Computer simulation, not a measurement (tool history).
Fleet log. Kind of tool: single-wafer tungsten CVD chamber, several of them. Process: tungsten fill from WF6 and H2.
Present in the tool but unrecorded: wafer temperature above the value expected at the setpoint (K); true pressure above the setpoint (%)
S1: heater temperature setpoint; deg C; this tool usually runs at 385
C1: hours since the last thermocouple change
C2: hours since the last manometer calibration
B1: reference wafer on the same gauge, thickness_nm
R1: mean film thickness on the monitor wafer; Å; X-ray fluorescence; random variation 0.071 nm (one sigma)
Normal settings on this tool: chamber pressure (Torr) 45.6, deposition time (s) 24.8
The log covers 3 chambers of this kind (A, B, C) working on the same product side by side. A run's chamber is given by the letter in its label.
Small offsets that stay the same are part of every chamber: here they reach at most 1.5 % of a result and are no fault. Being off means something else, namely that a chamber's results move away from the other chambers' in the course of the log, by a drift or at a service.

{"run": "1A", "hour": 6.7, "S1": 385, "chamber pressure (Torr)": 45.6, "deposition time (s)": 24.8, "C1": 538.1, "C2": 135.6, "B1": 73.903, "R1": 663.28}
{"run": "2C", "hour": 15.9, "S1": 385, "chamber pressure (Torr)": 45.6, "deposition time (s)": 24.8, "C1": 725.1, "C2": 1137.4, "B1": 73.916, "R1": 666.5}
{"run": "3B", "hour": 23.6, "S1": 385, "chamber pressure (Torr)": 45.6, "deposition time (s)": 24.8, "C1": 1100.9, "C2": 962.6, "B1": 73.925, "R1": 668.8}
{"run": "4B", "hour": 31.2, "S1": 385, "chamber pressure (Torr)": 45.6, "deposition time (s)": 24.8, "C1": 1108.5, "C2": 970.2, "B1": 73.955, "R1": 667.81}
{"run": "5A", "hour": 40.1, "S1": 385, "chamber pressure (Torr)": 45.6, "deposition time (s)": 24.8, "C1": 571.5, "C2": 169, "B1": 73.96, "R1": 662.97}
{"run": "6C", "hour": 46.8, "S1": 385, "chamber pressure (Torr)": 45.6, "deposition time (s)": 24.8, "C1": 756, "C2": 1168.3, "B1": 73.962, "R1": 667.07}
{"run": "7A", "hour": 52.4, "S1": 385, "chamber pressure (Torr)": 45.6, "deposition time (s)": 24.8, "C1": 583.8, "C2": 181.3, "B1": 73.945, "R1": 663.42}
{"run": "8B", "hour": 63.3, "S1": 385, "chamber pressure (Torr)": 45.6, "deposition time (s)": 24.8, "C1": 1140.6, "C2": 1002.3, "B1": 73.953, "R1": 667.36}
{"run": "9C", "hour": 75.5, "S1": 385, "chamber pressure (Torr)": 45.6, "deposition time (s)": 24.8, "C1": 784.7, "C2": 1197, "B1": 73.978, "R1": 665.2}
{"run": "10B", "hour": 83.7, "S1": 379, "chamber pressure (Torr)": 45.6, "deposition time (s)": 29.4, "C1": 1161, "C2": 1022.7, "B1": 74.012, "R1": 703.42}
{"run": "11A", "hour": 94.5, "S1": 379, "chamber pressure (Torr)": 45.6, "deposition time (s)": 29.4, "C1": 625.9, "C2": 223.4, "B1": 74.009, "R1": 699.93}
{"run": "12C", "hour": 106.8, "S1": 379, "chamber pressure (Torr)": 45.6, "deposition time (s)": 29.4, "C1": 816, "C2": 1228.3, "B1": 74.023, "R1": 701.26}
{"run": "13A", "hour": 117.7, "S1": 385, "chamber pressure (Torr)": 56.4, "deposition time (s)": 23.3, "C1": 649.1, "C2": 246.6, "B1": 74.056, "R1": 686.46}
{"run": "14C", "hour": 127.8, "S1": 385, "chamber pressure (Torr)": 56.4, "deposition time (s)": 23.3, "C1": 837, "C2": 1249.3, "B1": 74.074, "R1": 689.8}
{"run": "15B", "hour": 135.5, "S1": 385, "chamber pressure (Torr)": 56.4, "deposition time (s)": 23.3, "C1": 1212.8, "C2": 1074.5, "B1": 74.057, "R1": 690.22}
{"run": "16A", "hour": 147.0, "S1": 392, "chamber pressure (Torr)": 45.6, "deposition time (s)": 21.4, "C1": 678.4, "C2": 275.9, "B1": 74.077, "R1": 654.92}
{"run": "17C", "hour": 156.2, "S1": 392, "chamber pressure (Torr)": 45.6, "deposition time (s)": 21.4, "C1": 865.4, "C2": 1277.7, "B1": 74.088, "R1": 659.74}
{"run": "18B", "hour": 163.6, "S1": 392, "chamber pressure (Torr)": 45.6, "deposition time (s)": 21.4, "C1": 1240.9, "C2": 1102.6, "B1": 74.109, "R1": 662.84}
{"run": "19B", "hour": 173.2, "S1": 375, "chamber pressure (Torr)": 45.6, "deposition time (s)": 20.6, "C1": 1250.5, "C2": 1112.2, "B1": 74.105, "R1": 454.85}
{"run": "20C", "hour": 179.9, "S1": 375, "chamber pressure (Torr)": 45.6, "deposition time (s)": 20.6, "C1": 889.1, "C2": 1301.4, "B1": 74.11, "R1": 453.45}
{"run": "21A", "hour": 190.3, "S1": 375, "chamber pressure (Torr)": 45.6, "deposition time (s)": 20.6, "C1": 721.7, "C2": 319.2, "B1": 74.135, "R1": 451.84}
{"run": "22A", "hour": 197.9, "S1": 385, "chamber pressure (Torr)": 45.6, "deposition time (s)": 24.8, "C1": 729.3, "C2": 326.8, "B1": 74.143, "R1": 664.76}
{"run": "23C", "hour": 205.9, "S1": 385, "chamber pressure (Torr)": 45.6, "deposition time (s)": 24.8, "C1": 915.1, "C2": 1327.4, "B1": 74.174, "R1": 667.55}
{"run": "24B", "hour": 215.6, "S1": 385, "chamber pressure (Torr)": 45.6, "deposition time (s)": 24.8, "C1": 1292.9, "C2": 1154.6, "B1": 74.148, "R1": 670.27}
{"run": "25B", "hour": 221.0, "S1": 385, "chamber pressure (Torr)": 45.6, "deposition time (s)": 24.8, "C1": 1298.3, "C2": 1160, "B1": 74.164, "R1": 670.27}
{"run": "26C", "hour": 233.1, "S1": 385, "chamber pressure (Torr)": 45.6, "deposition time (s)": 24.8, "C1": 942.3, "C2": 1354.6, "B1": 74.195, "R1": 668.2}
{"run": "27A", "hour": 240.0, "S1": 385, "chamber pressure (Torr)": 45.6, "deposition time (s)": 24.8, "C1": 771.4, "C2": 368.9, "B1": 74.196, "R1": 665.66}
{"run": "28C", "hour": 252.2, "S1": 372, "chamber pressure (Torr)": 45.6, "deposition time (s)": 27, "C1": 961.4, "C2": 1373.7, "B1": 74.2, "R1": 558.87}
{"run": "29B", "hour": 259.9, "S1": 372, "chamber pressure (Torr)": 45.6, "deposition time (s)": 27, "C1": 1337.2, "C2": 1198.9, "B1": 74.216, "R1": 560.62}
{"run": "30A", "hour": 266.3, "S1": 372, "chamber pressure (Torr)": 45.6, "deposition time (s)": 27, "C1": 797.7, "C2": 395.2, "B1": 74.205, "R1": 559.31}

Each of the 3 chambers runs these same settings next. Fill in every chamber's results:
{"run": "31A", "hour": 275.1, "S1": 385, "chamber pressure (Torr)": 36.7, "deposition time (s)": 24.8, "R1": "?"}
{"run": "31B", "hour": 275.1, "S1": 385, "chamber pressure (Torr)": 36.7, "deposition time (s)": 24.8, "R1": "?"}
{"run": "31C", "hour": 275.1, "S1": 385, "chamber pressure (Torr)": 36.7, "deposition time (s)": 24.8, "R1": "?"}

run=31A R1=603.26
run=31B R1=605.92
run=31C R1=603.05

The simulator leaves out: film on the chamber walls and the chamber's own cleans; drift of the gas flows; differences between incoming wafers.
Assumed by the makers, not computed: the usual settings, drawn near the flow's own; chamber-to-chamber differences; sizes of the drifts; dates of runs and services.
